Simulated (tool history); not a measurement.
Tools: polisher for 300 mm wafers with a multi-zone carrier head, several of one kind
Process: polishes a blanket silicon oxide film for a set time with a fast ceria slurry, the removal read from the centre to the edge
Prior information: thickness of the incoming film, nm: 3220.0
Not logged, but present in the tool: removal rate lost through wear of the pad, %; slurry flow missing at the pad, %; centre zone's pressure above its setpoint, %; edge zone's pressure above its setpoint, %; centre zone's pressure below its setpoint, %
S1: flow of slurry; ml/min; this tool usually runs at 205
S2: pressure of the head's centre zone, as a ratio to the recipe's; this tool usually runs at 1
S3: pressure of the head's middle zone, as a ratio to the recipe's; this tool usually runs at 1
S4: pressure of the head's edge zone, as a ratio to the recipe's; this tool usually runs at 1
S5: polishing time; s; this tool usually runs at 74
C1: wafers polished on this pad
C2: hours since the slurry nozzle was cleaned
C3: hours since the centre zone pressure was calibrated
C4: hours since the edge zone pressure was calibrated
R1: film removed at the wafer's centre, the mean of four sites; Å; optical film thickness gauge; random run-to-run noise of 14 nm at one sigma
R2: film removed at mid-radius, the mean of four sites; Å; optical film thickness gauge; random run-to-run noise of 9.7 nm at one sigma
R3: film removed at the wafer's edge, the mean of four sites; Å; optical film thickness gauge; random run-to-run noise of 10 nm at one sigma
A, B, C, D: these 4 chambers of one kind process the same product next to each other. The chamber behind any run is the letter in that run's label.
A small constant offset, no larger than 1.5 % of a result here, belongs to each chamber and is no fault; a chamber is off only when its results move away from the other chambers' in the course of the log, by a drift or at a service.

run,hour,S1,S2,S3,S4,S5,C1,C2,C3,C4,R1,R2,R3
# hour 9.1: chamber C: slurry nozzle cleaned
1A,14.1,205,1,1,1,74,301,198.3,192.6,597.5,11653,11350,11438
2D,22.8,205,1,1,1,74,499,122.3,363.7,309,11536,11493,11348
3B,36.3,205,1,1,1,74,1055,93.3,594.2,272.5,11601,11597,11790
# hour 36.6: chamber A: worn pad replaced by a new one
# hour 42: chamber D: worn pad replaced by a new one
4C,44.4,205,1,1,1,74,1015,35.4,209.6,873.1,11418,11678,11631
5A,58.7,205,1,1,1,74,251,242.9,237.2,642.1,11524,11469,11354
# hour 69.2: chamber C: worn pad replaced by a new one
6B,72.7,205,1,1,1,74,1469,129.7,630.6,308.9,11536,11426,11544
# hour 73.5: chamber B: worn pad replaced by a new one
7C,84.5,205,1,1,1,74,173,75.5,249.7,913.2,11535,11551,11712
# hour 89.4: chamber A: worn pad replaced by a new one
8D,95.9,205,1,1,1,74,612,195.4,436.8,382.1,11530,11687,11551
# hour 105: chamber D: worn pad replaced by a new one
9C,107.6,205,1,1,1,74,436,98.6,272.8,936.3,11428,11461,11588
10D,118.5,205,1,1,1,74,153,218,459.4,404.7,11536,11693,11331
11B,129,205,1,1,1,74,631,186,686.9,365.2,11286,11610,11580
# hour 134: chamber A: centre zone pressure recalibrated
12A,137.5,205,1,1,1,74,547,321.7,3.6,720.9,11567,11267,11516
# hour 139.7: chamber A: worn pad replaced by a new one
13C,146.7,205,1,1,1,74,880,137.7,311.9,975.4,11743,11484,11432
14D,157.7,205,1,1,1,74,598,257.2,498.6,443.9,11574,11703,11679
# hour 163.7: chamber A: slurry nozzle cleaned
# hour 165.1: chamber B: slurry nozzle cleaned
# hour 166.2: chamber D: worn pad replaced by a new one
15B,170,205,1,1,1,74,1096,4.9,727.9,406.2,11215,11514,11730
16A,177.1,150,1,1,1,74,425,13.4,43.2,760.5,10967,10889,11257
# hour 178.2: chamber C: worn pad replaced by a new one
17B,189.7,150,1,1,1,74,1320,24.6,747.6,425.9,10674,10990,11207
# hour 200.4: chamber A: worn pad replaced by a new one
18C,204.1,150,1,1,1,74,294,195.1,369.3,1032.8,10990,11041,11276
# hour 205.4: chamber B: worn pad replaced by a new one
19A,215.5,150,1,1,1,74,172,51.8,81.6,798.9,10917,10867,11238
20D,229.5,205,1,1,1,74,719,329,570.4,515.7,11438,11520,11585
# hour 238.1: chamber D: worn pad replaced by a new one
21C,243.3,205,1,1,1,74,739,234.3,408.5,1072,11596,11487,11604
# hour 251.5: chamber A: worn pad replaced by a new one
22A,252.8,205,1,1,1,74,15,89.1,118.9,836.2,11198,11438,11473
23D,260.5,205,1,1,1,74,255,360,601.4,546.7,11519,11412,11483
24B,267.9,205,1,1,1,74,710,102.8,825.8,504.1,11268,11616,11502

Each of the 4 chambers runs these same settings next. Fill in every chamber's results:
25A,279.1,205,1,1,1,74,,,,,?,?,?
25B,279.1,205,1,1,1,74,,,,,?,?,?
25C,279.1,205,1,1,1,74,,,,,?,?,?
25D,279.1,205,1,1,1,74,,,,,?,?,?

run,R1,R2,R3
25A,11693,11316,11532
25B,11584,11576,11649
25C,11454,11401,11703
25D,11423,11705,11499
